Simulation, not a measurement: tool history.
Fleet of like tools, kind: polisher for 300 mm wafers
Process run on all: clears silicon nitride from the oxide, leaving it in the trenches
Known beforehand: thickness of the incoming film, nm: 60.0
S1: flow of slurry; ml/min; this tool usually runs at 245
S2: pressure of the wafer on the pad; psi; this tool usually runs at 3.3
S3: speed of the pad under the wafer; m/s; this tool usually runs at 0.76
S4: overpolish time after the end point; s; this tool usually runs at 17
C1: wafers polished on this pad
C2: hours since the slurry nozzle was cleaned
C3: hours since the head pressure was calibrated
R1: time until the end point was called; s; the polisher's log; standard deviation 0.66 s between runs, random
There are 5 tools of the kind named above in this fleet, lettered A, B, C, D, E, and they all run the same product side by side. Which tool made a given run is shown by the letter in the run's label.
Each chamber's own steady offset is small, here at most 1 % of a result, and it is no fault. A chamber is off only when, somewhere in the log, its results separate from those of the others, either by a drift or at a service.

Run 1A, hour 3.8: usual settings; C1 492; C2 426.6; C3 370.8. Result: R1 62.764 s.
Run 2D, hour 11.1: usual settings; C1 1415; C2 154.4; C3 495.1. Result: R1 61.824 s.
Run 3B, hour 18: usual settings; C1 1329; C2 617.7; C3 165.5. Result: R1 62.482 s.
At hour 19.9: chamber E: worn pad replaced by a new one.
Run 4C, hour 23.5: usual settings; C1 872; C2 96.4; C3 467. Result: R1 61.485 s.
At hour 24.3: chamber B: worn pad replaced by a new one.
At hour 27.4: chamber D: worn pad replaced by a new one.
Run 5E, hour 28.9: usual settings; C1 89; C2 266.9; C3 1121.6. Result: R1 61.894 s.
Run 6D, hour 35.1: usual settings but S2 3.7 psi; C1 75; C2 178.4; C3 519.1. Result: R1 55.065 s.
Run 7E, hour 40.9: usual settings but S2 3.7 psi; C1 207; C2 278.9; C3 1133.6. Result: R1 54.62 s.
Run 8C, hour 46.7: usual settings but S2 3.7 psi; C1 1100; C2 119.6; C3 490.2. Result: R1 54.714 s.
Run 9A, hour 51.7: usual settings but S2 3.7 psi; C1 962; C2 474.5; C3 418.7. Result: R1 54.758 s.
Run 10B, hour 58.6: usual settings but S2 3.7 psi; C1 336; C2 658.3; C3 206.1. Result: R1 56.2 s.
Run 11A, hour 62.2: usual settings; C1 1065; C2 485; C3 429.2. Result: R1 61.085 s.
Run 12B, hour 65.8: usual settings; C1 407; C2 665.5; C3 213.3. Result: R1 62.252 s.
At hour 67.2: chamber D: slurry nozzle cleaned.
At hour 71.2: chamber B: slurry nozzle cleaned.
Run 13E, hour 72.3: usual settings; C1 515; C2 310.3; C3 1165. Result: R1 62.935 s.
Run 14D, hour 78.7: usual settings; C1 503; C2 11.5; C3 562.7. Result: R1 61.382 s.
Run 15C, hour 84.8: usual settings; C1 1474; C2 157.7; C3 528.3. Result: R1 61.222 s.
At hour 87: chamber C: worn pad replaced by a new one.
Run 16C, hour 90.4: usual settings; C1 34; C2 163.3; C3 533.9. Result: R1 60.956 s.
At hour 91.1: chamber A: worn pad replaced by a new one.
Run 17E, hour 95.7: usual settings; C1 745; C2 333.7; C3 1188.4. Result: R1 62.01 s.
Run 18B, hour 100.7: usual settings; C1 750; C2 29.6; C3 248.2. Result: R1 60.966 s.
At hour 103.6: chamber E: worn pad replaced by a new one.
Run 19D, hour 107.2: usual settings; C1 783; C2 40; C3 591.2. Result: R1 62.592 s.
Run 20A, hour 111.8: usual settings; C1 203; C2 534.6; C3 478.8. Result: R1 62.571 s.
At hour 114.1: chamber E: slurry nozzle cleaned.
Run 21B, hour 117.2: usual settings; C1 912; C2 46.1; C3 264.7. Result: R1 61.668 s.
Run 22E, hour 124.8: usual settings; C1 208; C2 10.7; C3 1217.5. Result: R1 62.758 s.
Run 23C, hour 129.7: usual settings; C1 419; C2 202.6; C3 573.2. Result: R1 61.033 s.
Run 24D, hour 133.4: usual settings; C1 1040; C2 66.2; C3 617.4. Result: R1 64.532 s.
Run 25A, hour 137.3: usual settings; C1 453; C2 560.1; C3 504.3. Result: R1 62.157 s.
Run 26E, hour 144.9: usual settings; C1 405; C2 30.8; C3 1237.6. Result: R1 63.096 s.
At hour 149.8: chamber B: worn pad replaced by a new one.
Run 27C, hour 150.1: usual settings; C1 620; C2 223; C3 593.6. Result: R1 61.387 s.
Run 28D, hour 154.4: usual settings; C1 1247; C2 87.2; C3 638.4. Result: R1 64.749 s.
Run 29A, hour 159: usual settings; C1 666; C2 581.8; C3 526. Result: R1 62.755 s.
Run 30B, hour 166.3: usual settings; C1 162; C2 95.2; C3 313.8. Result: R1 62.286 s.
Run 31D, hour 172: usual settings but S2 3.7 psi; C1 1419; C2 104.8; C3 656. Result: R1 57.93 s.
Run 32B, hour 175.9: usual settings but S2 3.7 psi; C1 256; C2 104.8; C3 323.4. Result: R1 55.955 s.
Run 33A, hour 182.8: usual settings but S2 3.7 psi; C1 900; C2 605.6; C3 549.8. Result: R1 54.608 s.
At hour 186.2: chamber C: head pressure recalibrated.
Run 34E, hour 190.3: usual settings but S2 3.7 psi; C1 851; C2 76.2; C3 1283. Result: R1 55.798 s.
Run 35C, hour 194: usual settings but S2 3.7 psi; C1 1051; C2 266.9; C3 7.8. Result: R1 54.378 s.

Decide between three cases: one chamber stands off from its peers, the gauge reading all wafers drifts, or nothing is wrong past each chamber's small offset. Where a chamber is off, say which and what most likely put it there.

One chamber, D, drifts off from the rest bit by bit.
What lies behind it: head's pressure below its setpoint, % = 7.31.
The log might look much the same if the cause were instead: removal rate lost through wear of the pad, %.

Chamber D could run next with any of the 4 candidate recipes listed below; each alters the usual settings, and their results appear as question marks. Which one brings its results back in line with what the other chambers deliver on the usual settings?
In-line tolerance around the mean of the other chambers on the usual settings: R1 2.3 s
Run 36D-1, hour 199.6: usual settings but S1 145 ml/min. Result: R1 ?.
Run 36D-2, hour 199.6: usual settings but S2 3.1 psi, S3 0.7 m/s. Result: R1 ?.
Run 36D-3, hour 199.6: usual settings but S2 3.5 psi. Result: R1 ?.
Run 36D-4, hour 199.6: usual settings but S2 3.6 psi, S3 0.82 m/s. Result: R1 ?.

On the usual settings, the other chambers give on average: R1 61.986 s
  run      R1
36D-1   72.16
36D-2  77.536
36D-3   63.14
36D-4  56.826
Change 36D-3 lands the chamber within the allowed miss of the other chambers.
